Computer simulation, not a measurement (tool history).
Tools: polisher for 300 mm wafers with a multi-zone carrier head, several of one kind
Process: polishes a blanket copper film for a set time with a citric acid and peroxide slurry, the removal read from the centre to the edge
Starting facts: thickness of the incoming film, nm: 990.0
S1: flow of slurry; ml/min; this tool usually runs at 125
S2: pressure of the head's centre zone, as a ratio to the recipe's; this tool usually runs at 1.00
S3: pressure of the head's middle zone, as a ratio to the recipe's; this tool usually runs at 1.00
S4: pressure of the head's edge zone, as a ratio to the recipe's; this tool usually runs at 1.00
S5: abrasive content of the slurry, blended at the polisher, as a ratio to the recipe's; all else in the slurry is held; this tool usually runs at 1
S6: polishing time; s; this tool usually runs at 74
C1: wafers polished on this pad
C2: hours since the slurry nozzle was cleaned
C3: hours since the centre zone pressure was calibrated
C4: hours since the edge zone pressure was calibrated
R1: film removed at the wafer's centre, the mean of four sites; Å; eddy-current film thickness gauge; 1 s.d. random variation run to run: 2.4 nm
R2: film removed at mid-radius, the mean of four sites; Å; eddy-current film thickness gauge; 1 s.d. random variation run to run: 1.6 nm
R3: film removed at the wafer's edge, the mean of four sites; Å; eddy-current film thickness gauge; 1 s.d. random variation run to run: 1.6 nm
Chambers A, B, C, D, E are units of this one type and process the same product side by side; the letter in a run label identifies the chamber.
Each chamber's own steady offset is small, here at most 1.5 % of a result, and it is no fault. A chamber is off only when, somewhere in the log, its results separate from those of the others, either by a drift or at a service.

run	day	S1	S2	S3	S4	S5	S6	C1	C2	C3	C4	R1	R2	R3
# day 0.308: chamber C: worn pad replaced by a new one
1C	0.321	125	1.00	1.00	1.00	1	74	3	285.0	645.6	217.8	1872.0	1889.2	1903.8
# day 0.725: chamber E: worn pad replaced by a new one
2B	0.725	125	1.00	1.00	1.00	1	74	939	370.1	289.7	521.5	1900.5	1897.1	1867.2
# day 0.779: chamber C: slurry nozzle cleaned
# day 1.038: chamber B: worn pad replaced by a new one
3A	1.192	125	1.00	1.00	1.00	1	74	344	402.3	715.2	463.4	1877.8	1857.9	1858.6
# day 1.200: chamber A: slurry nozzle cleaned
# day 1.500: chamber D: edge zone pressure recalibrated
4D	1.562	125	1.00	1.00	1.00	1	74	800	356.8	693.4	1.5	1853.2	1898.2	1905.2
# day 1.908: chamber D: worn pad replaced by a new one
# day 1.925: chamber D: slurry nozzle cleaned
5E	1.958	125	1.00	1.00	1.00	1	74	297	51.8	499.4	78.3	1894.6	1946.5	1857.9
6C	2.362	125	1.00	1.00	1.00	1	74	495	38.0	694.6	266.8	1912.5	1886.4	1939.0
# day 2.796: chamber A: worn pad replaced by a new one
7B	2.942	125	1.00	1.00	1.00	1	74	459	423.3	342.9	574.7	1939.9	1905.9	1894.4
# day 3.425: chamber E: centre zone pressure recalibrated
8E	3.546	125	1.00	1.00	1.00	1	74	680	89.9	3.0	116.4	1911.1	1912.2	1893.2
9A	4.133	125	1.00	1.00	1.00	1	74	322	70.5	785.8	534.0	1877.4	1885.7	1880.6
10D	4.700	125	1.00	1.00	1.00	1	74	672	66.7	768.7	76.8	1900.6	1879.7	1877.8
# day 4.721: chamber D: worn pad replaced by a new one
# day 4.838: chamber C: centre zone pressure recalibrated
# day 4.954: chamber B: worn pad replaced by a new one
# day 5.079: chamber C: worn pad replaced by a new one
11D	5.279	125	1.00	1.00	1.00	1	74	134	80.6	782.6	90.7	1913.4	1882.3	1890.8
12C	5.729	125	1.00	1.00	1.00	1	74	156	118.8	21.5	347.6	1851.8	1879.3	1894.2
# day 5.762: chamber E: worn pad replaced by a new one
# day 5.929: chamber C: edge zone pressure recalibrated
13A	6.104	125	1.00	1.00	1.00	1	74	796	117.8	833.1	581.3	1883.2	1911.1	1865.2
# day 6.288: chamber A: worn pad replaced by a new one
14B	6.508	125	1.00	1.00	1.00	1	74	374	508.9	428.5	660.3	1964.2	1884.4	1888.5
15E	7.062	125	1.00	1.00	1.00	1	74	313	174.3	87.4	200.8	1895.9	1907.3	1882.0
16C	7.479	125	1.00	1.00	1.00	1	74	578	160.8	63.5	37.2	1871.3	1884.2	1907.9
17E	7.767	125	1.00	1.00	1.00	1	74	483	191.2	104.3	217.7	1881.0	1890.2	1895.6
# day 8.192: chamber D: worn pad replaced by a new one
18A	8.388	125	1.00	1.00	1.00	1	74	506	172.6	887.9	636.1	1867.5	1891.3	1881.8
19D	8.962	125	1.00	1.00	1.00	1	74	186	169.0	871.0	179.1	1890.4	1848.5	1898.3
20B	9.283	125	1.10	1.00	0.89	1	74	1043	575.5	495.1	726.9	2237.7	1874.6	1769.6
21E	9.629	125	1.10	1.00	0.89	1	74	932	235.9	149.0	262.4	2165.9	1872.4	1793.1
# day 9.667: chamber B: worn pad replaced by a new one
# day 9.821: chamber A: worn pad replaced by a new one
22D	9.975	125	1.10	1.00	0.89	1	74	430	193.3	895.3	203.4	2109.4	1894.2	1785.3
23B	10.475	125	1.10	1.00	0.89	1	74	195	604.1	523.7	755.5	2286.3	1883.0	1791.6
# day 10.596: chamber C: worn pad replaced by a new one
24C	11.012	125	1.10	1.00	0.89	1	74	100	245.6	148.3	122.0	2131.1	1859.0	1802.1
25A	11.296	125	1.00	1.00	1.00	1	74	355	242.4	957.7	705.9	1863.4	1884.9	1883.9
# day 11.417: chamber D: worn pad replaced by a new one
26A	11.712	125	1.00	1.00	1.00	1	74	456	252.4	967.7	715.9	1895.1	1880.8	1846.1
# day 11.942: chamber E: worn pad replaced by a new one
27B	12.167	125	1.00	1.00	1.00	1	74	602	644.7	564.3	796.1	2043.7	1883.3	1874.3
28E	12.683	125	1.00	1.00	1.00	1	74	179	309.2	222.3	335.7	1893.2	1906.9	1910.7
# day 12.975: chamber A: worn pad replaced by a new one
29C	13.254	125	1.00	1.00	1.00	1	74	640	299.4	202.1	175.8	1888.7	1878.6	1933.0
# day 13.583: chamber B: worn pad replaced by a new one
30D	13.729	125	1.00	1.00	1.00	1	74	557	283.4	985.4	293.5	1876.3	1873.2	1873.1
# day 13.892: chamber C: slurry nozzle cleaned
31A	14.179	125	1.00	1.00	1.00	1	74	291	311.6	1026.9	775.1	1832.7	1867.8	1890.8
32D	14.717	100	0.95	1.00	1.00	1	74	795	307.1	1009.1	317.2	1647.1	1785.1	1804.6
33C	15.142	100	0.95	1.00	1.00	1	74	1095	30.0	247.4	221.1	1665.8	1777.2	1821.5
34B	15.467	100	0.95	1.00	1.00	1	74	454	723.9	643.5	875.3	1888.4	1787.9	1816.1
35E	16.008	100	0.95	1.00	1.00	1	74	980	389.0	302.1	415.5	1666.9	1778.3	1814.7

Each of the 5 chambers runs these same settings next. Fill in every chamber's results:
36A	16.462	125	1.00	0.95	1.00	1	74					?	?	?
36B	16.462	125	1.00	0.95	1.00	1	74					?	?	?
36C	16.462	125	1.00	0.95	1.00	1	74					?	?	?
36D	16.462	125	1.00	0.95	1.00	1	74					?	?	?
36E	16.462	125	1.00	0.95	1.00	1	74					?	?	?

run	R1	R2	R3
36A	1854.8	1776.5	1893.1
36B	2123.7	1798.2	1860.6
36C	1873.0	1798.0	1915.5
36D	1921.8	1777.9	1862.3
36E	1889.6	1829.4	1895.5

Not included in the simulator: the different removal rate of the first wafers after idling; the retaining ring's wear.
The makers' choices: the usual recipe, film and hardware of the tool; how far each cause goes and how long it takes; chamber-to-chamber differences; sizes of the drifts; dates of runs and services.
